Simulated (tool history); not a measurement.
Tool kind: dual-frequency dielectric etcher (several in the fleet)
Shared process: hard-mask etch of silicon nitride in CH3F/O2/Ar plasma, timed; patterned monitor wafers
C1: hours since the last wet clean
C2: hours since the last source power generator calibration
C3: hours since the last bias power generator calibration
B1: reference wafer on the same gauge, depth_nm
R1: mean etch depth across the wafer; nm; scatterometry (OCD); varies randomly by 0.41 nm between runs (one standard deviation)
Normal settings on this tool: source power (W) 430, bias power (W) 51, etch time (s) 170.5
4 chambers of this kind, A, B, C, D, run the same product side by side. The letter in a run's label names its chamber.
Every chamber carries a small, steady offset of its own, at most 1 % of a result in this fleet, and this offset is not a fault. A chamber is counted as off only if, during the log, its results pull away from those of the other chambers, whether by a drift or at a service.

Run 1D, hour 3.6: usual settings; C1 254.5; C2 2427.8; C3 2199.5; B1 94.932. Result: R1 110.24 nm.
Run 2B, hour 7.3: usual settings; C1 316.0; C2 2167.3; C3 3252.5; B1 95.041. Result: R1 109.99 nm.
Run 3A, hour 11.8: usual settings; C1 44.8; C2 2703.7; C3 3843.5; B1 94.961. Result: R1 108.41 nm.
Run 4C, hour 14.4: usual settings; C1 193.1; C2 2276.9; C3 978.6; B1 95.069. Result: R1 109.19 nm.
Run 5D, hour 16.6: usual settings but source power (W) 510; C1 267.5; C2 2440.8; C3 2212.5; B1 94.935. Result: R1 117.70 nm.
Run 6C, hour 20.6: usual settings but source power (W) 510; C1 199.3; C2 2283.1; C3 984.8; B1 95.078. Result: R1 116.35 nm.
Run 7B, hour 24.9: usual settings but source power (W) 510; C1 333.6; C2 2184.9; C3 3270.1; B1 95.019. Result: R1 118.10 nm.
Run 8A, hour 27.5: usual settings but source power (W) 510; C1 60.5; C2 2719.4; C3 3859.2; B1 95.043. Result: R1 116.51 nm.
Run 9D, hour 31.7: usual settings; C1 282.6; C2 2455.9; C3 2227.6; B1 95.070. Result: R1 110.47 nm.
Run 10B, hour 36.4: usual settings; C1 345.1; C2 2196.4; C3 3281.6; B1 95.003. Result: R1 109.33 nm.
Run 11C, hour 40.4: usual settings; C1 219.1; C2 2302.9; C3 1004.6; B1 94.866. Result: R1 109.72 nm.
Run 12A, hour 44.6: usual settings; C1 77.6; C2 2736.5; C3 3876.3; B1 94.908. Result: R1 108.36 nm.
Run 13D, hour 49.6: usual settings; C1 300.5; C2 2473.8; C3 2245.5; B1 95.003. Result: R1 109.62 nm.
Run 14C, hour 54.2: usual settings but source power (W) 530, bias power (W) 41; C1 232.9; C2 2316.7; C3 1018.4; B1 95.003. Result: R1 111.11 nm.
Run 15A, hour 56.8: usual settings but source power (W) 530, bias power (W) 41; C1 89.8; C2 2748.7; C3 3888.5; B1 94.914. Result: R1 110.97 nm.
Run 16B, hour 61.0: usual settings but source power (W) 530, bias power (W) 41; C1 369.7; C2 2221.0; C3 3306.2; B1 95.007. Result: R1 112.34 nm.
Run 17A, hour 65.0: usual settings but source power (W) 530, bias power (W) 41; C1 98.0; C2 2756.9; C3 3896.7; B1 94.994. Result: R1 110.32 nm.
Run 18C, hour 68.2: usual settings; C1 246.9; C2 2330.7; C3 1032.4; B1 94.981. Result: R1 109.80 nm.
At hour 69.2: chamber B: wet clean of the chamber.
Run 19D, hour 73.2: usual settings; C1 324.1; C2 2497.4; C3 2269.1; B1 94.965. Result: R1 109.96 nm.
Run 20B, hour 75.5: usual settings but source power (W) 350; C1 6.4; C2 2235.5; C3 3320.7; B1 94.946. Result: R1 106.37 nm.
Run 21B, hour 79.2: usual settings but source power (W) 350; C1 10.1; C2 2239.2; C3 3324.4; B1 94.924. Result: R1 106.54 nm.
Run 22C, hour 82.5: usual settings but source power (W) 350; C1 261.2; C2 2345.0; C3 1046.7; B1 95.027. Result: R1 100.74 nm.
Run 23D, hour 85.2: usual settings but source power (W) 350; C1 336.1; C2 2509.4; C3 2281.1; B1 94.976. Result: R1 101.75 nm.
Run 24A, hour 89.1: usual settings but bias power (W) 61, etch time (s) 191.5; C1 122.1; C2 2781.0; C3 3920.8; B1 95.064. Result: R1 129.15 nm.
Run 25C, hour 94.0: usual settings but bias power (W) 61, etch time (s) 191.5; C1 272.7; C2 2356.5; C3 1058.2; B1 95.007. Result: R1 129.20 nm.
Run 26B, hour 98.1: usual settings but bias power (W) 61, etch time (s) 191.5; C1 29.0; C2 2258.1; C3 3343.3; B1 94.989. Result: R1 136.78 nm.
Run 27A, hour 100.5: usual settings but bias power (W) 61, etch time (s) 191.5; C1 133.5; C2 2792.4; C3 3932.2; B1 94.975. Result: R1 128.75 nm.
At hour 100.6: chamber A: source power generator calibrated.
Run 28D, hour 103.0: usual settings; C1 353.9; C2 2527.2; C3 2298.9; B1 95.065. Result: R1 110.09 nm.
Run 29A, hour 105.1: usual settings; C1 138.1; C2 4.5; C3 3936.8; B1 95.029. Result: R1 108.51 nm.
Run 30D, hour 108.3: usual settings; C1 359.2; C2 2532.5; C3 2304.2; B1 95.006. Result: R1 109.69 nm.
Run 31B, hour 113.2: usual settings; C1 44.1; C2 2273.2; C3 3358.4; B1 95.024. Result: R1 115.06 nm.

One chamber off, gauge drift, or nothing amiss beyond the chambers' own small offsets? If it is a chamber, which one, and what is the likeliest cause?

The work done on chamber B during a service left it standing apart from the others.
What lies behind it: etch rate over this chamber's usual, % = 4.72.

Here are 4 candidates for chamber B's next run, each the usual settings with a change, their results left as question marks. Which one brings its results back in line with what the others give on the usual settings?
Allowed miss from the other chambers' usual-settings mean, per result, to count as in line: R1 1.40 nm
Run 32B-1, hour 116.8: usual settings but source power (W) 440, etch time (s) 177.5. Result: R1 ?.
Run 32B-2, hour 116.8: usual settings but bias power (W) 50, etch time (s) 163.0. Result: R1 ?.
Run 32B-3, hour 116.8: usual settings but etch time (s) 166.5. Result: R1 ?.
Run 32B-4, hour 116.8: usual settings but bias power (W) 55. Result: R1 ?.

Mean of the other chambers on the usual settings: R1 109.29 nm
  run      R1
32B-1  120.94
32B-2  109.41
32B-3  112.44
32B-4  117.90
32B-2 puts the chamber back in line with the other chambers.
